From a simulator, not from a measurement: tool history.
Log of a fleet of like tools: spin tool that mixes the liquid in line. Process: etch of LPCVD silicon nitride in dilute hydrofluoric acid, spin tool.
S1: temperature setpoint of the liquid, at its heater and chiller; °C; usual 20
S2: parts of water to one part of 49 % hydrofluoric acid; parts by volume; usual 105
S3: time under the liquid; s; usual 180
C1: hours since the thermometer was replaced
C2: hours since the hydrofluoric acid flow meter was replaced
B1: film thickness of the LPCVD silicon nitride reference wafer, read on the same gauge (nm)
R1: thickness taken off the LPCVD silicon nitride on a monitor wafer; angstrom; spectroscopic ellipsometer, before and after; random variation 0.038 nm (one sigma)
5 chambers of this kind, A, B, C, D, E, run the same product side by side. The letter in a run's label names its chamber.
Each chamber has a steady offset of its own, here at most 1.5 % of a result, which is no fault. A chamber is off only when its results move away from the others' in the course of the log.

run 1E hour=6.1 | S1=20 S2=105 S3=180 | C1=542.8 C2=784.4 | B1=120.04 | R1=6.6091
run 2D hour=11 | S1=20 S2=105 S3=180 | C1=1263.9 C2=1016.5 | B1=120.01 | R1=7.2343
run 3A hour=16.6 | S1=20 S2=105 S3=180 | C1=441.5 C2=1438.9 | B1=120.02 | R1=6.5719
run 4B hour=22.6 | S1=20 S2=105 S3=180 | C1=2297.7 C2=827.2 | B1=120.02 | R1=6.7952
run 5C hour=26.9 | S1=20 S2=105 S3=180 | C1=427.4 C2=1195 | B1=119.98 | R1=6.5772
run 6E hour=32.1 | S1=20 S2=105 S3=180 | C1=568.8 C2=810.4 | B1=120.02 | R1=7.311
-- hour=34.6 chamber B: thermometer replaced
run 7D hour=35.6 | S1=20 S2=105 S3=180 | C1=1288.5 C2=1041.1 | B1=120.02 | R1=7.6383
run 8A hour=40.6 | S1=20 S2=105 S3=180 | C1=465.5 C2=1462.9 | B1=119.99 | R1=6.9227
run 9B hour=45.4 | S1=20 S2=105 S3=180 | C1=10.8 C2=850 | B1=120 | R1=7.1237
run 10C hour=48.6 | S1=18.5 S2=105 S3=180 | C1=449.1 C2=1216.7 | B1=119.98 | R1=6.3218
run 11C hour=53 | S1=18.5 S2=105 S3=180 | C1=453.5 C2=1221.1 | B1=120 | R1=6.5591
run 12A hour=59.6 | S1=18.5 S2=105 S3=180 | C1=484.5 C2=1481.9 | B1=119.99 | R1=6.1102
run 13E hour=64.1 | S1=18.5 S2=105 S3=180 | C1=600.8 C2=842.4 | B1=119.99 | R1=6.0649
run 14D hour=70.3 | S1=18.5 S2=105 S3=180 | C1=1323.2 C2=1075.8 | B1=120.01 | R1=6.7622
run 15B hour=74.5 | S1=20 S2=105 S3=180 | C1=39.9 C2=879.1 | B1=119.99 | R1=6.7548
run 16D hour=77.7 | S1=20 S2=105 S3=180 | C1=1330.6 C2=1083.2 | B1=120.01 | R1=7.3351
run 17C hour=80.9 | S1=20 S2=105 S3=180 | C1=481.4 C2=1249 | B1=120 | R1=7.9069
run 18B hour=87.3 | S1=20 S2=135 S3=180 | C1=52.7 C2=891.9 | B1=119.99 | R1=5.6102
run 19A hour=92.8 | S1=20 S2=135 S3=180 | C1=517.7 C2=1515.1 | B1=120.04 | R1=5.4071
run 20E hour=96 | S1=20 S2=135 S3=180 | C1=632.7 C2=874.3 | B1=119.99 | R1=5.301
run 21C hour=101.9 | S1=20 S2=135 S3=180 | C1=502.4 C2=1270 | B1=120.01 | R1=5.4689
run 22E hour=105 | S1=20 S2=135 S3=180 | C1=641.7 C2=883.3 | B1=120 | R1=5.3724
run 23A hour=108 | S1=20 S2=105 S3=180 | C1=532.9 C2=1530.3 | B1=120.01 | R1=7.9442
run 24B hour=111.6 | S1=20 S2=105 S3=180 | C1=77 C2=916.2 | B1=119.98 | R1=6.9583
run 25D hour=114.6 | S1=17 S2=75 S3=180 | C1=1367.5 C2=1120.1 | B1=120.05 | R1=8.3181
run 26A hour=120.8 | S1=17 S2=75 S3=180 | C1=545.7 C2=1543.1 | B1=119.99 | R1=7.8379
run 27B hour=124.9 | S1=17 S2=75 S3=180 | C1=90.3 C2=929.5 | B1=120.02 | R1=8.0143
-- hour=130.6 chamber E: thermometer replaced
run 28D hour=131.3 | S1=17 S2=75 S3=180 | C1=1384.2 C2=1136.8 | B1=120 | R1=7.7605
run 29E hour=134.7 | S1=17 S2=75 S3=180 | C1=4.2 C2=913 | B1=120.02 | R1=8.375
run 30C hour=139.9 | S1=20 S2=105 S3=180 | C1=540.4 C2=1308 | B1=119.98 | R1=7.2975
run 31E hour=146 | S1=20 S2=105 S3=180 | C1=15.5 C2=924.3 | B1=120 | R1=7.102
run 32A hour=151.6 | S1=20 S2=105 S3=180 | C1=576.5 C2=1573.9 | B1=119.99 | R1=6.7719

Next, every chamber runs the same settings. What will each give?
run 33A hour=156.4 | S1=20 S2=105 S3=180 | R1=?
run 33B hour=156.4 | S1=20 S2=105 S3=180 | R1=?
run 33C hour=156.4 | S1=20 S2=105 S3=180 | R1=?
run 33D hour=156.4 | S1=20 S2=105 S3=180 | R1=?
run 33E hour=156.4 | S1=20 S2=105 S3=180 | R1=?

run=33A R1=7.5611
run=33B R1=6.4412
run=33C R1=7.4849
run=33D R1=7.2242
run=33E R1=7.1048

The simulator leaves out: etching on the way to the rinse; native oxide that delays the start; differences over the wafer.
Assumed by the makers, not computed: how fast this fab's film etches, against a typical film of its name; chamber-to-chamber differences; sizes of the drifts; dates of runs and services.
